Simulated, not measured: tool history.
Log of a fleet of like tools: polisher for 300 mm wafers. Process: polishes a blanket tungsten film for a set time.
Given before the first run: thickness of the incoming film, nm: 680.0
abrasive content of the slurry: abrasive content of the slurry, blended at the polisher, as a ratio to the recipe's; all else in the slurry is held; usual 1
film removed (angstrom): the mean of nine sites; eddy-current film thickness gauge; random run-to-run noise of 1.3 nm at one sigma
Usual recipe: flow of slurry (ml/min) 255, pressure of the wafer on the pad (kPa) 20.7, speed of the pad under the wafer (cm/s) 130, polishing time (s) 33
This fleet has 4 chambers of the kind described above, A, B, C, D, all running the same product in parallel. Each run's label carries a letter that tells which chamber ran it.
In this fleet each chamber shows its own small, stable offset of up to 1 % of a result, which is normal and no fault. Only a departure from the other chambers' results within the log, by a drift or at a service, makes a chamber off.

run,hour,flow of slurry (ml/min),pressure of the wafer on the pad (kPa),speed of the pad under the wafer (cm/s),abrasive content of the slurry,polishing time (s),film removed (angstrom)
1B,9.9,255,20.7,130,1,33,1367.4
# hour 10.6: chamber C: worn pad replaced by a new one
# hour 16.2: chamber B: slurry tank refilled with fresh slurry and peroxide
2D,16.6,255,20.7,130,1,33,1372.8
3C,30,255,20.7,130,1,33,1341.2
# hour 31.6: chamber A: worn pad replaced by a new one
4A,36.4,255,20.7,130,1,33,1357.7
5D,43.1,255,20.7,130,1,33,1350.4
# hour 44.2: chamber D: slurry tank refilled with fresh slurry and peroxide
6A,49.6,255,20.7,130,1,33,1360.2
7B,59.3,255,20.7,130,1,33,1351.8
# hour 61: chamber D: worn pad replaced by a new one
8C,69.8,255,20.7,130,1,33,1354.3
9A,78.2,255,20.7,130,1,33,1338.4
# hour 79.6: chamber A: slurry tank refilled with fresh slurry and peroxide
# hour 87.3: chamber C: worn pad replaced by a new one
# hour 89.3: chamber B: worn pad replaced by a new one
10B,92.2,255,26.2,130,1,45,2370.2
# hour 94.4: chamber B: slurry tank refilled with fresh slurry and peroxide
11D,98.8,255,26.2,130,1,45,2344.2
# hour 101.2: chamber A: head pressure recalibrated
12C,105.3,255,26.2,130,1,45,2321.3
# hour 106.3: chamber A: worn pad replaced by a new one
13A,118.7,255,26.2,130,1,45,2371.8
14D,127.4,255,20.7,130,1,33,1344.9
15C,137.6,255,20.7,94,1,39,1139.5
# hour 145.3: chamber D: slurry blender recalibrated
# hour 145.8: chamber D: worn pad replaced by a new one
16B,146.4,255,20.7,94,1,39,1174.6
# hour 148.5: chamber C: slurry tank refilled with fresh slurry and peroxide
# hour 154.2: chamber A: slurry blender recalibrated
17A,154.6,255,20.7,94,1,39,1157.6
# hour 158.7: chamber A: slurry nozzle cleaned
18D,166.2,255,20.7,94,1,39,1173.8
# hour 170.4: chamber C: worn pad replaced by a new one
19C,176,255,20.7,130,1,33,1341
# hour 180.9: chamber D: slurry tank refilled with fresh slurry and peroxide
20B,183.2,175,20.7,130,1.15,33,1298.4
# hour 185.4: chamber B: slurry tank refilled with fresh slurry and peroxide
# hour 195.9: chamber A: slurry tank refilled with fresh slurry and peroxide
21B,196.4,175,20.7,130,1.15,33,1326.7
# hour 199.9: chamber B: worn pad replaced by a new one
# hour 202.9: chamber A: worn pad replaced by a new one
22C,204.5,175,20.7,130,1.15,33,1319
23D,216.9,175,20.7,130,1.15,33,1330.7
# hour 229.6: chamber D: worn pad replaced by a new one
24A,229.6,255,20.7,160,1.1,33,1693.8
25D,235.9,255,20.7,160,1.1,33,1688
26A,245.2,255,20.7,160,1.1,33,1690.8
# hour 246.5: chamber C: worn pad replaced by a new one
# hour 253: chamber C: slurry nozzle cleaned
27C,256.8,255,20.7,160,1.1,33,1678.9
# hour 261.3: chamber D: slurry nozzle cleaned
28B,264.5,255,20.7,130,1,33,1305.1
# hour 269.9: chamber B: slurry tank refilled with fresh slurry and peroxide
29B,274.6,255,20.7,130,1,33,1302.7
30C,286,255,20.7,130,1,33,1324.8
# hour 286.6: chamber A: worn pad replaced by a new one
# hour 294.9: chamber A: slurry tank refilled with fresh slurry and peroxide
31D,297.1,255,20.7,130,1,33,1322.4
# hour 299.7: chamber D: worn pad replaced by a new one
# hour 300.4: chamber B: worn pad replaced by a new one
# hour 305.2: chamber D: slurry tank refilled with fresh slurry and peroxide
32A,308.8,255,20.7,130,1,33,1376.7
# hour 311: chamber C: slurry tank refilled with fresh slurry and peroxide
33B,315.3,255,20.7,130,1,33,1275.8
# hour 317.6: chamber D: slurry blender recalibrated
# hour 320.3: chamber C: worn pad replaced by a new one
34C,328.9,255,20.7,130,1,33,1354.1
35D,343.3,255,20.7,130,1,33,1367.8
# hour 346.8: chamber B: slurry tank refilled with fresh slurry and peroxide
36A,352.4,255,17.2,130,1,37,1282.8
# hour 362.1: chamber A: slurry blender recalibrated
37A,365.4,255,17.2,130,1,37,1269.9
38C,379.4,255,17.2,130,1,37,1256.7
# hour 379.8: chamber D: worn pad replaced by a new one
# hour 385: chamber B: worn pad replaced by a new one
39B,391.3,255,17.2,130,1,37,1142.1
# hour 396.4: chamber D: head pressure recalibrated
40D,398.3,255,20.7,130,1,33,1358.6

For the next run the whole fleet of 4 chambers uses the same settings. Give each chamber's results:
41A,408.7,255,20.7,130,1,33,?
41B,408.7,255,20.7,130,1,33,?
41C,408.7,255,20.7,130,1,33,?
41D,408.7,255,20.7,130,1,33,?

run,film removed (angstrom)
41A,1339.3
41B,1233.3
41C,1356.2
41D,1357.8

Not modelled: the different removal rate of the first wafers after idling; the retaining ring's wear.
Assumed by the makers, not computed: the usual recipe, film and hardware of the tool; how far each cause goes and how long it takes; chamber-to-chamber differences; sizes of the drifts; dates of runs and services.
